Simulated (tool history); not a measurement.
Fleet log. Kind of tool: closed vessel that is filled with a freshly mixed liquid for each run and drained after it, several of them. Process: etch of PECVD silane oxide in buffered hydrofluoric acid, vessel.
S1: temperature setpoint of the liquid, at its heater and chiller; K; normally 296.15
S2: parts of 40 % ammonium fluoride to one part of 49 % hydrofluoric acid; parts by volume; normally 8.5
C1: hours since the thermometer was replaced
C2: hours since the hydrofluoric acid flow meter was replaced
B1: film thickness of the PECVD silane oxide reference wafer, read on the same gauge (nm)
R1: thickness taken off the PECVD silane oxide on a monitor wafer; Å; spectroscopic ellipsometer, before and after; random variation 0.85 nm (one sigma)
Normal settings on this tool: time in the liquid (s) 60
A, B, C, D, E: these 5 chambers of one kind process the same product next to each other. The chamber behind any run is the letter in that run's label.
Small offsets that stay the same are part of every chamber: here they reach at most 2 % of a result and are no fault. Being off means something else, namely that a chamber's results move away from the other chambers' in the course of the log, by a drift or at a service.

Run 1E, hour 2.7: usual settings; C1 1036.7; C2 1704.8; B1 30.010. Result: R1 1072.20 Å.
Run 2C, hour 6.0: usual settings; C1 367.6; C2 266.2; B1 29.996. Result: R1 1074.30 Å.
At hour 9.0: chamber A: thermometer replaced.
Run 3A, hour 9.0: usual settings; C1 0.1; C2 447.8; B1 29.976. Result: R1 1070.10 Å.
Run 4B, hour 12.5: usual settings; C1 518.8; C2 520.4; B1 30.013. Result: R1 1070.20 Å.
Run 5D, hour 15.7: usual settings; C1 606.7; C2 1071.2; B1 30.016. Result: R1 1052.90 Å.
Run 6B, hour 18.1: usual settings; C1 524.4; C2 526.0; B1 29.989. Result: R1 1052.10 Å.
Run 7E, hour 21.7: usual settings; C1 1055.7; C2 1723.8; B1 29.963. Result: R1 1062.40 Å.
Run 8C, hour 25.1: usual settings; C1 386.7; C2 285.3; B1 30.018. Result: R1 1069.90 Å.
Run 9D, hour 27.4: usual settings but S1 292.15 K, S2 6.5 parts by volume; C1 618.4; C2 1082.9; B1 30.013. Result: R1 1119.50 Å.
Run 10A, hour 32.5: usual settings but S1 292.15 K, S2 6.5 parts by volume; C1 23.6; C2 471.3; B1 29.981. Result: R1 1147.30 Å.
Run 11A, hour 34.9: usual settings but S1 292.15 K, S2 6.5 parts by volume; C1 26.0; C2 473.7; B1 29.970. Result: R1 1123.00 Å.
Run 12E, hour 37.9: usual settings but S1 292.15 K, S2 6.5 parts by volume; C1 1071.9; C2 1740.0; B1 29.997. Result: R1 1130.80 Å.
Run 13D, hour 40.7: usual settings but S1 292.15 K, S2 6.5 parts by volume; C1 631.7; C2 1096.2; B1 29.980. Result: R1 1119.30 Å.
Run 14C, hour 45.0: usual settings; C1 406.6; C2 305.2; B1 30.007. Result: R1 1087.50 Å.
At hour 49.0: chamber E: hydrofluoric acid flow meter replaced.
Run 15B, hour 49.8: usual settings but S2 7.5 parts by volume; C1 556.1; C2 557.7; B1 29.987. Result: R1 1202.90 Å.
Run 16A, hour 52.4: usual settings but S2 7.5 parts by volume; C1 43.5; C2 491.2; B1 29.984. Result: R1 1208.40 Å.
Run 17C, hour 57.4: usual settings but S2 7.5 parts by volume; C1 419.0; C2 317.6; B1 29.993. Result: R1 1248.20 Å.
Run 18E, hour 62.4: usual settings but S2 7.5 parts by volume; C1 1096.4; C2 13.5; B1 30.006. Result: R1 1220.80 Å.
Run 19D, hour 66.4: usual settings but S2 7.5 parts by volume; C1 657.4; C2 1121.9; B1 29.962. Result: R1 1196.60 Å.
Run 20B, hour 71.3: usual settings; C1 577.6; C2 579.2; B1 30.008. Result: R1 1048.10 Å.
Run 21C, hour 75.2: usual settings; C1 436.8; C2 335.4; B1 30.011. Result: R1 1074.40 Å.
Run 22A, hour 78.7: usual settings; C1 69.8; C2 517.5; B1 30.010. Result: R1 1058.50 Å.
Run 23E, hour 82.6: usual settings; C1 1116.6; C2 33.7; B1 29.995. Result: R1 1055.30 Å.
Run 24B, hour 85.3: usual settings; C1 591.6; C2 593.2; B1 30.014. Result: R1 1073.00 Å.
Run 25D, hour 88.3: usual settings; C1 679.3; C2 1143.8; B1 29.994. Result: R1 1017.80 Å.
Run 26D, hour 91.5: usual settings; C1 682.5; C2 1147.0; B1 30.012. Result: R1 1012.70 Å.
Run 27B, hour 94.9: usual settings but S1 292.15 K, S2 5.0 parts by volume; C1 601.2; C2 602.8; B1 30.000. Result: R1 1397.10 Å.
Run 28A, hour 100.0: usual settings but S1 292.15 K, S2 5.0 parts by volume; C1 91.1; C2 538.8; B1 30.003. Result: R1 1417.40 Å.
Run 29E, hour 104.2: usual settings but S1 292.15 K, S2 5.0 parts by volume; C1 1138.2; C2 55.3; B1 30.008. Result: R1 1411.00 Å.
Run 30C, hour 107.5: usual settings but S1 292.15 K, S2 5.0 parts by volume; C1 469.1; C2 367.7; B1 30.003. Result: R1 1426.50 Å.
Run 31B, hour 112.3: usual settings but S1 292.15 K, S2 5.0 parts by volume; C1 618.6; C2 620.2; B1 30.010. Result: R1 1407.00 Å.
Run 32A, hour 116.5: usual settings; C1 107.6; C2 555.3; B1 29.999. Result: R1 1064.70 Å.
Run 33D, hour 120.0: usual settings; C1 711.0; C2 1175.5; B1 29.980. Result: R1 978.05 Å.
Run 34E, hour 123.5: usual settings; C1 1157.5; C2 74.6; B1 30.005. Result: R1 1051.50 Å.
Run 35C, hour 128.2: usual settings; C1 489.8; C2 388.4; B1 29.985. Result: R1 1078.90 Å.

Decide between three cases: one chamber stands off from its peers, the gauge reading all wafers drifts, or nothing is wrong past each chamber's small offset. Where a chamber is off, say which and what most likely put it there.

One chamber, D, drifts off from the rest bit by bit.
Cause: hydrofluoric acid flow below the setpoint (%) = 6.94.
The log might look much the same if the cause were instead: liquid colder than its thermometer reads (K).

Below are 4 candidate recipes for chamber D's next run, each the usual settings with a change, their results shown as question marks. Which of them brings D's results back in line with what the other chambers give on the usual settings?
In line means no further than this from the other chambers' mean on the usual settings: R1 30.00 Å
Run 36D-1, hour 131.8: usual settings but S1 295.65 K. Result: R1 ?.
Run 36D-2, hour 131.8: usual settings but S1 295.15 K, S2 9.0 parts by volume. Result: R1 ?.
Run 36D-3, hour 131.8: usual settings but time in the liquid (s) 65. Result: R1 ?.
Run 36D-4, hour 131.8: usual settings but S1 296.65 K. Result: R1 ?.

Usual-settings mean across the other chambers: R1 1066.60 Å
  run       R1
36D-1   957.45
36D-2   898.36
36D-3  1065.50
36D-4  1010.30
Change 36D-3 lands the chamber within the allowed miss of the other chambers.
